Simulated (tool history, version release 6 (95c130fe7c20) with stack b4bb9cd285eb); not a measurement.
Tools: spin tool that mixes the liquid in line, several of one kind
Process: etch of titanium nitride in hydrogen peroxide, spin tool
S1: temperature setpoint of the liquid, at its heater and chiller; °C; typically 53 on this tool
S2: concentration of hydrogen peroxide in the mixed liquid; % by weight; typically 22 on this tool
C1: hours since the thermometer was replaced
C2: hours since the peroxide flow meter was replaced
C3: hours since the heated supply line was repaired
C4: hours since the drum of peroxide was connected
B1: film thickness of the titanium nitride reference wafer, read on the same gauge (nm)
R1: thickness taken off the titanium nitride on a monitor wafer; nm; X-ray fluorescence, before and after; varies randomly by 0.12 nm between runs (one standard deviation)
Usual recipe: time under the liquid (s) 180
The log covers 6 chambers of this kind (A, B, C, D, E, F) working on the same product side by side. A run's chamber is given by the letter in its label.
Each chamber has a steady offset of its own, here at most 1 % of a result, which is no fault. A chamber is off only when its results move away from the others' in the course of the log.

{"run": "1C", "hour": 4.3, "S1": 53, "S2": 22, "time under the liquid (s)": 180, "C1": 1275.6, "C2": 737.1, "C3": 29.7, "C4": 546.2, "B1": 60.036, "R1": 11.792}
{"run": "2D", "hour": 11.7, "S1": 53, "S2": 22, "time under the liquid (s)": 180, "C1": 1197.2, "C2": 319, "C3": 1093.1, "C4": 70.9, "B1": 60.001, "R1": 11.656}
{"run": "3A", "hour": 19.2, "S1": 53, "S2": 22, "time under the liquid (s)": 180, "C1": 1916.9, "C2": 213.5, "C3": 2075.3, "C4": 197.8, "B1": 60, "R1": 11.735}
{"hour": 20.3, "done": "chamber E: new drum of peroxide connected"}
{"run": "4B", "hour": 25.3, "S1": 53, "S2": 22, "time under the liquid (s)": 180, "C1": 946.9, "C2": 1772.7, "C3": 1999.5, "C4": 116.8, "B1": 60.006, "R1": 11.722}
{"run": "5F", "hour": 31.2, "S1": 53, "S2": 22, "time under the liquid (s)": 180, "C1": 304.6, "C2": 678.1, "C3": 410.5, "C4": 1402.3, "B1": 59.965, "R1": 11.809}
{"hour": 36.4, "done": "chamber F: new drum of peroxide connected"}
{"run": "6E", "hour": 36.4, "S1": 53, "S2": 22, "time under the liquid (s)": 180, "C1": 1321, "C2": 703.7, "C3": 2413.4, "C4": 16.1, "B1": 59.97, "R1": 11.633}
{"run": "7A", "hour": 44.8, "S1": 53, "S2": 22, "time under the liquid (s)": 180, "C1": 1942.5, "C2": 239.1, "C3": 2100.9, "C4": 223.4, "B1": 60.037, "R1": 11.777}
{"run": "8C", "hour": 53.0, "S1": 53, "S2": 22, "time under the liquid (s)": 180, "C1": 1324.3, "C2": 785.8, "C3": 78.4, "C4": 594.9, "B1": 59.988, "R1": 11.643}
{"run": "9E", "hour": 61.5, "S1": 53, "S2": 22, "time under the liquid (s)": 180, "C1": 1346.1, "C2": 728.8, "C3": 2438.5, "C4": 41.2, "B1": 60.011, "R1": 11.671}
{"run": "10F", "hour": 68.5, "S1": 47, "S2": 17.5, "time under the liquid (s)": 180, "C1": 341.9, "C2": 715.4, "C3": 447.8, "C4": 32.2, "B1": 60.025, "R1": 7.2545}
{"run": "11B", "hour": 74.7, "S1": 47, "S2": 17.5, "time under the liquid (s)": 180, "C1": 996.3, "C2": 1822.1, "C3": 2048.9, "C4": 166.2, "B1": 59.99, "R1": 7.198}
{"run": "12D", "hour": 80.0, "S1": 47, "S2": 17.5, "time under the liquid (s)": 180, "C1": 1265.5, "C2": 387.3, "C3": 1161.4, "C4": 139.2, "B1": 59.974, "R1": 7.2394}
{"run": "13E", "hour": 88.4, "S1": 47, "S2": 17.5, "time under the liquid (s)": 180, "C1": 1373, "C2": 755.7, "C3": 2465.4, "C4": 68.1, "B1": 60.023, "R1": 7.2259}
{"run": "14F", "hour": 96.0, "S1": 47, "S2": 17.5, "time under the liquid (s)": 180, "C1": 369.4, "C2": 742.9, "C3": 475.3, "C4": 59.7, "B1": 59.976, "R1": 7.3062}
{"run": "15D", "hour": 101.1, "S1": 47, "S2": 17.5, "time under the liquid (s)": 180, "C1": 1286.6, "C2": 408.4, "C3": 1182.5, "C4": 160.3, "B1": 59.989, "R1": 7.2469}
{"run": "16B", "hour": 107.9, "S1": 53, "S2": 22, "time under the liquid (s)": 180, "C1": 1029.5, "C2": 1855.3, "C3": 2082.1, "C4": 199.4, "B1": 59.969, "R1": 11.803}
{"run": "17A", "hour": 113.4, "S1": 53, "S2": 22, "time under the liquid (s)": 180, "C1": 2011.1, "C2": 307.7, "C3": 2169.5, "C4": 292, "B1": 59.994, "R1": 11.903}
{"run": "18C", "hour": 119.5, "S1": 53, "S2": 22, "time under the liquid (s)": 180, "C1": 1390.8, "C2": 852.3, "C3": 144.9, "C4": 661.4, "B1": 59.981, "R1": 11.842}
{"run": "19B", "hour": 123.5, "S1": 49, "S2": 22, "time under the liquid (s)": 180, "C1": 1045.1, "C2": 1870.9, "C3": 2097.7, "C4": 215, "B1": 59.968, "R1": 8.7713}
{"run": "20E", "hour": 130.3, "S1": 49, "S2": 22, "time under the liquid (s)": 180, "C1": 1414.9, "C2": 797.6, "C3": 2507.3, "C4": 110, "B1": 59.951, "R1": 8.9405}
{"run": "21A", "hour": 135.4, "S1": 49, "S2": 22, "time under the liquid (s)": 180, "C1": 2033.1, "C2": 329.7, "C3": 2191.5, "C4": 314, "B1": 59.991, "R1": 8.8515}
{"run": "22F", "hour": 144.0, "S1": 49, "S2": 22, "time under the liquid (s)": 180, "C1": 417.4, "C2": 790.9, "C3": 523.3, "C4": 107.7, "B1": 59.945, "R1": 8.8111}
{"run": "23C", "hour": 148.2, "S1": 49, "S2": 22, "time under the liquid (s)": 180, "C1": 1419.5, "C2": 881, "C3": 173.6, "C4": 690.1, "B1": 60.001, "R1": 8.6866}
{"run": "24D", "hour": 153.8, "S1": 49, "S2": 22, "time under the liquid (s)": 180, "C1": 1339.3, "C2": 461.1, "C3": 1235.2, "C4": 213, "B1": 60.008, "R1": 8.8331}
{"run": "25C", "hour": 160.0, "S1": 53, "S2": 22, "time under the liquid (s)": 180, "C1": 1431.3, "C2": 892.8, "C3": 185.4, "C4": 701.9, "B1": 59.976, "R1": 11.739}
{"run": "26F", "hour": 165.9, "S1": 53, "S2": 22, "time under the liquid (s)": 180, "C1": 439.3, "C2": 812.8, "C3": 545.2, "C4": 129.6, "B1": 60.02, "R1": 11.683}
{"run": "27B", "hour": 173.6, "S1": 53, "S2": 22, "time under the liquid (s)": 180, "C1": 1095.2, "C2": 1921, "C3": 2147.8, "C4": 265.1, "B1": 59.997, "R1": 11.622}
{"hour": 177.0, "done": "chamber C: new drum of peroxide connected"}
{"run": "28D", "hour": 180.7, "S1": 53, "S2": 22, "time under the liquid (s)": 180, "C1": 1366.2, "C2": 488, "C3": 1262.1, "C4": 239.9, "B1": 59.994, "R1": 11.727}
{"run": "29A", "hour": 187.9, "S1": 53, "S2": 22, "time under the liquid (s)": 180, "C1": 2085.6, "C2": 382.2, "C3": 2244, "C4": 366.5, "B1": 59.995, "R1": 11.612}
{"run": "30E", "hour": 193.7, "S1": 53, "S2": 22, "time under the liquid (s)": 180, "C1": 1478.3, "C2": 861, "C3": 2570.7, "C4": 173.4, "B1": 60.027, "R1": 11.797}
{"run": "31B", "hour": 200.2, "S1": 53, "S2": 22, "time under the liquid (s)": 180, "C1": 1121.8, "C2": 1947.6, "C3": 2174.4, "C4": 291.7, "B1": 59.974, "R1": 11.685}
{"run": "32C", "hour": 207.7, "S1": 53, "S2": 22, "time under the liquid (s)": 180, "C1": 1479, "C2": 940.5, "C3": 233.1, "C4": 30.7, "B1": 60.007, "R1": 11.658}
{"run": "33A", "hour": 213.8, "S1": 53, "S2": 22, "time under the liquid (s)": 180, "C1": 2111.5, "C2": 408.1, "C3": 2269.9, "C4": 392.4, "B1": 60.018, "R1": 11.772}
{"run": "34F", "hour": 218.8, "S1": 53, "S2": 22, "time under the liquid (s)": 180, "C1": 492.2, "C2": 865.7, "C3": 598.1, "C4": 182.5, "B1": 59.999, "R1": 11.846}
{"run": "35E", "hour": 226.2, "S1": 53, "S2": 22, "time under the liquid (s)": 180, "C1": 1510.8, "C2": 893.5, "C3": 2603.2, "C4": 205.9, "B1": 60.005, "R1": 11.928}
{"run": "36D", "hour": 232.0, "S1": 53, "S2": 22, "time under the liquid (s)": 180, "C1": 1417.5, "C2": 539.3, "C3": 1313.4, "C4": 291.2, "B1": 60.022, "R1": 11.743}
{"run": "37D", "hour": 240.0, "S1": 53, "S2": 22, "time under the liquid (s)": 180, "C1": 1425.5, "C2": 547.3, "C3": 1321.4, "C4": 299.2, "B1": 60.036, "R1": 11.898}
{"run": "38A", "hour": 248.1, "S1": 53, "S2": 22, "time under the liquid (s)": 180, "C1": 2145.8, "C2": 442.4, "C3": 2304.2, "C4": 426.7, "B1": 59.983, "R1": 11.694}
{"run": "39C", "hour": 256.0, "S1": 53, "S2": 28, "time under the liquid (s)": 260, "C1": 1527.3, "C2": 988.8, "C3": 281.4, "C4": 79, "B1": 60.013, "R1": 18.017}
{"run": "40F", "hour": 262.6, "S1": 53, "S2": 28, "time under the liquid (s)": 260, "C1": 536, "C2": 909.5, "C3": 641.9, "C4": 226.3, "B1": 60.006, "R1": 17.739}
{"run": "41B", "hour": 267.5, "S1": 53, "S2": 28, "time under the liquid (s)": 260, "C1": 1189.1, "C2": 2014.9, "C3": 2241.7, "C4": 359, "B1": 59.952, "R1": 17.576}
{"run": "42E", "hour": 273.0, "S1": 53, "S2": 28, "time under the liquid (s)": 260, "C1": 1557.6, "C2": 940.3, "C3": 2650, "C4": 252.7, "B1": 60.006, "R1": 17.817}
{"run": "43D", "hour": 277.4, "S1": 53, "S2": 28, "time under the liquid (s)": 260, "C1": 1462.9, "C2": 584.7, "C3": 1358.8, "C4": 336.6, "B1": 59.983, "R1": 17.574}

Each of the 6 chambers runs these same settings next. Fill in every chamber's results:
{"run": "44A", "hour": 283.8, "S1": 53, "S2": 24, "time under the liquid (s)": 180, "R1": "?"}
{"run": "44B", "hour": 283.8, "S1": 53, "S2": 24, "time under the liquid (s)": 180, "R1": "?"}
{"run": "44C", "hour": 283.8, "S1": 53, "S2": 24, "time under the liquid (s)": 180, "R1": "?"}
{"run": "44D", "hour": 283.8, "S1": 53, "S2": 24, "time under the liquid (s)": 180, "R1": "?"}
{"run": "44E", "hour": 283.8, "S1": 53, "S2": 24, "time under the liquid (s)": 180, "R1": "?"}
{"run": "44F", "hour": 283.8, "S1": 53, "S2": 24, "time under the liquid (s)": 180, "R1": "?"}

run=44A R1=11.801
run=44B R1=11.915
run=44C R1=11.947
run=44D R1=11.622
run=44E R1=11.752
run=44F R1=11.954
